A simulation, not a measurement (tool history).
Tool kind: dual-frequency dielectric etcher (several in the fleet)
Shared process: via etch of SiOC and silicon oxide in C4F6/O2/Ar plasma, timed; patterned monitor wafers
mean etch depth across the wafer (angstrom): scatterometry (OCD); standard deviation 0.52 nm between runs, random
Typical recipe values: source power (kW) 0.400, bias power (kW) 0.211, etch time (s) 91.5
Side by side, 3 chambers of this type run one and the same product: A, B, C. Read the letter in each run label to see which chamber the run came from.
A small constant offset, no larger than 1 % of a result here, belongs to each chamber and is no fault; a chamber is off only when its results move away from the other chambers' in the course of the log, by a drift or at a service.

| run | hour | source power (kW) | bias power (kW) | etch time (s) | read-back reference wafer on the same gauge, depth_nm | mean etch depth across the wafer (angstrom) |
|---|---|---|---|---|---|---|
| 1C | 5.8 | 0.400 | 0.211 | 91.5 | 113.98 | 1089.30 |
| 2A | 12.2 | 0.400 | 0.211 | 91.5 | 113.95 | 1094.90 |
|  | 13.9 | chamber C: bias power generator calibrated |
| 3B | 17.4 | 0.400 | 0.211 | 91.5 | 113.85 | 1092.60 |
| 4C | 23.3 | 0.400 | 0.211 | 91.5 | 114.04 | 1079.70 |
| 5B | 29.3 | 0.400 | 0.243 | 105.5 | 113.99 | 1295.50 |
| 6A | 34.3 | 0.400 | 0.243 | 105.5 | 113.96 | 1327.60 |
| 7A | 37.5 | 0.400 | 0.243 | 105.5 | 114.05 | 1328.50 |
| 8C | 40.9 | 0.400 | 0.211 | 91.5 | 114.04 | 1081.40 |
| 9B | 46.8 | 0.400 | 0.211 | 91.5 | 114.08 | 1083.50 |
| 10A | 51.8 | 0.400 | 0.211 | 91.5 | 114.01 | 1097.00 |
| 11B | 55.7 | 0.400 | 0.168 | 69.0 | 113.95 | 755.33 |
| 12C | 62.0 | 0.400 | 0.168 | 69.0 | 113.88 | 756.51 |
| 13C | 68.2 | 0.400 | 0.168 | 69.0 | 113.96 | 753.14 |
| 14A | 74.3 | 0.400 | 0.211 | 91.5 | 113.87 | 1100.10 |
| 15B | 78.5 | 0.400 | 0.211 | 91.5 | 113.97 | 1083.50 |
|  | 82.7 | chamber A: wet clean of the chamber |
| 16C | 83.9 | 0.400 | 0.211 | 91.5 | 114.13 | 1081.50 |
| 17B | 88.8 | 0.400 | 0.211 | 91.5 | 113.95 | 1087.60 |
| 18A | 94.9 | 0.400 | 0.211 | 91.5 | 114.01 | 1156.50 |
| 19A | 100.8 | 0.400 | 0.211 | 91.5 | 113.94 | 1165.70 |
| 20B | 104.3 | 0.400 | 0.211 | 91.5 | 113.97 | 1079.70 |
| 21C | 107.5 | 0.400 | 0.211 | 91.5 | 113.88 | 1093.00 |
| 22B | 112.3 | 0.400 | 0.211 | 91.5 | 113.89 | 1092.50 |
| 23A | 116.4 | 0.400 | 0.211 | 91.5 | 114.06 | 1155.60 |
| 24C | 120.9 | 0.400 | 0.211 | 91.5 | 114.06 | 1074.90 |
| 25C | 124.3 | 0.400 | 0.211 | 91.5 | 113.97 | 1085.30 |
| 26A | 130.5 | 0.400 | 0.211 | 91.5 | 113.91 | 1153.70 |
| 27B | 134.6 | 0.400 | 0.211 | 91.5 | 113.98 | 1081.90 |
| 28B | 138.4 | 0.400 | 0.211 | 91.5 | 114.15 | 1086.60 |

What goes on in this fleet: one chamber off, a drifting gauge, or nothing beyond the chambers' own small offsets? Name the chamber and the cause, if any.

After it was serviced, chamber A no longer matches the other chambers.
Likeliest cause: etch rate over this chamber's usual, % = 5.3.

Chamber A could run next with any of the 4 candidate recipes listed below; each alters the usual settings, and their results appear as question marks. Which one brings its results back in line with what the other chambers deliver on the usual settings?
Allowed miss from the other chambers' usual-settings mean, per result, to count as in line: mean etch depth across the wafer (angstrom) 18.00
| 29A-1 | 143.0 | 0.390 | 0.211 | 83.0 |  | ? |
| 29A-2 | 143.0 | 0.400 | 0.211 | 101.0 |  | ? |
| 29A-3 | 143.0 | 0.340 | 0.211 | 91.5 |  | ? |
| 29A-4 | 143.0 | 0.400 | 0.251 | 91.5 |  | ? |

Mean of the other chambers on the usual settings: mean etch depth across the wafer (angstrom) 1084.40
| run | mean etch depth across the wafer (angstrom) |
|---|---|
| 29A-1 | 1037.00 |
| 29A-2 | 1274.20 |
| 29A-3 | 1084.60 |
| 29A-4 | 1223.20 |
29A-3 puts the chamber back in line with the other chambers.
